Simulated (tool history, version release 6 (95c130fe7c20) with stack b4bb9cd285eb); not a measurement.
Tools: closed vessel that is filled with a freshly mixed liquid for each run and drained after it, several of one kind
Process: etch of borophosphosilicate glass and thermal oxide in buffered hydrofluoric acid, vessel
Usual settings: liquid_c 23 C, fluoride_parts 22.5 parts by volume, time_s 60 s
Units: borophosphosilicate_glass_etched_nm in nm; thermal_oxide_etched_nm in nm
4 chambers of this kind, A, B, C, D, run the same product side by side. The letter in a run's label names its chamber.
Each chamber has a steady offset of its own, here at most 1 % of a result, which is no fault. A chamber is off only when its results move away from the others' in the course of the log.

run,day,liquid_c,fluoride_parts,time_s,"read-back film thickness of the borophosphosilicate glass reference wafer, read on the same gauge (nm)","read-back film thickness of the thermal oxide reference wafer, read on the same gauge (nm)",borophosphosilicate_glass_etched_nm,thermal_oxide_etched_nm
1B,0.192,23,22.5,60,140.02,29.993,43.096,30.317
2A,0.383,23,22.5,60,140.00,29.981,43.363,29.654
3C,0.700,23,22.5,60,140.04,30.004,43.447,30.251
4D,0.967,23,22.5,60,139.99,29.994,43.569,30.590
5A,1.225,23,22.5,60,139.98,29.977,43.352,29.930
6B,1.521,23,22.5,60,139.99,29.994,42.897,30.520
7C,1.767,23,22.5,60,139.96,29.981,43.433,30.082
8D,1.975,23,22.5,60,140.01,29.960,43.296,30.388
9D,2.292,27,26.0,60,140.00,29.992,48.816,33.969
10B,2.575,27,26.0,60,140.01,30.001,48.336,34.355
11A,2.771,27,26.0,60,140.00,29.944,48.435,33.458
12C,3.108,27,26.0,60,139.99,30.006,48.888,34.020
13A,3.304,23,22.5,60,139.98,29.987,43.360,30.086
14D,3.542,23,28.0,60,140.02,29.973,37.584,25.887
# day 3.608: chamber C: thermometer replaced
15B,3.792,23,28.0,60,139.98,30.038,37.009,26.193
16C,4.142,23,28.0,60,139.98,29.987,37.556,26.686
17C,4.425,23,28.0,60,140.01,29.960,37.684,26.317
18A,4.700,23,22.5,60,140.00,30.026,43.468,30.377
19B,4.900,23,22.5,60,140.00,29.919,42.930,29.991
20D,5.162,23,22.5,60,140.02,30.017,43.317,30.128
21A,5.471,23,22.5,60,140.02,29.978,43.271,29.628
22D,5.683,23,22.5,60,139.99,30.034,43.454,30.487
23C,5.958,23,22.5,60,139.97,30.004,44.338,30.813
24B,6.208,23,22.5,60,139.98,29.981,43.106,30.609
25B,6.546,23,22.5,60,139.95,29.984,42.953,30.260
26D,6.875,23,15.0,35,139.99,30.005,36.297,25.438
27C,7.067,23,15.0,35,140.01,29.996,37.479,25.788
28A,7.362,23,15.0,35,139.99,30.023,36.807,25.423
# day 7.450: chamber B: hydrofluoric acid flow meter replaced
29A,7.688,23,15.0,35,140.05,29.981,36.535,25.838
30C,7.850,23,22.5,60,139.97,29.960,44.715,31.304
# day 7.862: chamber D: hydrofluoric acid flow meter replaced
31B,8.092,23,22.5,60,139.97,30.015,43.028,29.824
32D,8.288,23,22.5,60,140.02,30.037,43.714,30.624

Is one chamber off against the others, does the gauge drift, or is nothing wrong? If a chamber is off, say which, and what the likeliest cause is.

Chamber C drifts away from the others.
Cause: hydrofluoric acid flow above the setpoint (%) = 4.69.

Here are 4 candidates for chamber C's next run, each the usual settings with a change, their results left as question marks. Which one brings its results back in line with what the others give on the usual settings?
In line means no further than this from the other chambers' mean on the usual settings: borophosphosilicate_glass_etched_nm 0.680 nm; thermal_oxide_etched_nm 0.830 nm
33C-1,8.538,19.5,19.0,65,,,?,?
33C-2,8.538,19.5,18.5,65,,,?,?
33C-3,8.538,25.0,24.5,55,,,?,?
33C-4,8.538,28.5,29.0,50,,,?,?

The other chambers' mean on the usual settings: borophosphosilicate_glass_etched_nm 43.286 nm; thermal_oxide_etched_nm 30.222 nm
run,borophosphosilicate_glass_etched_nm,thermal_oxide_etched_nm
33C-1,46.294,32.081
33C-2,47.511,32.920
33C-3,43.132,30.005
33C-4,42.087,29.335
33C-3 brings the chamber back in line.
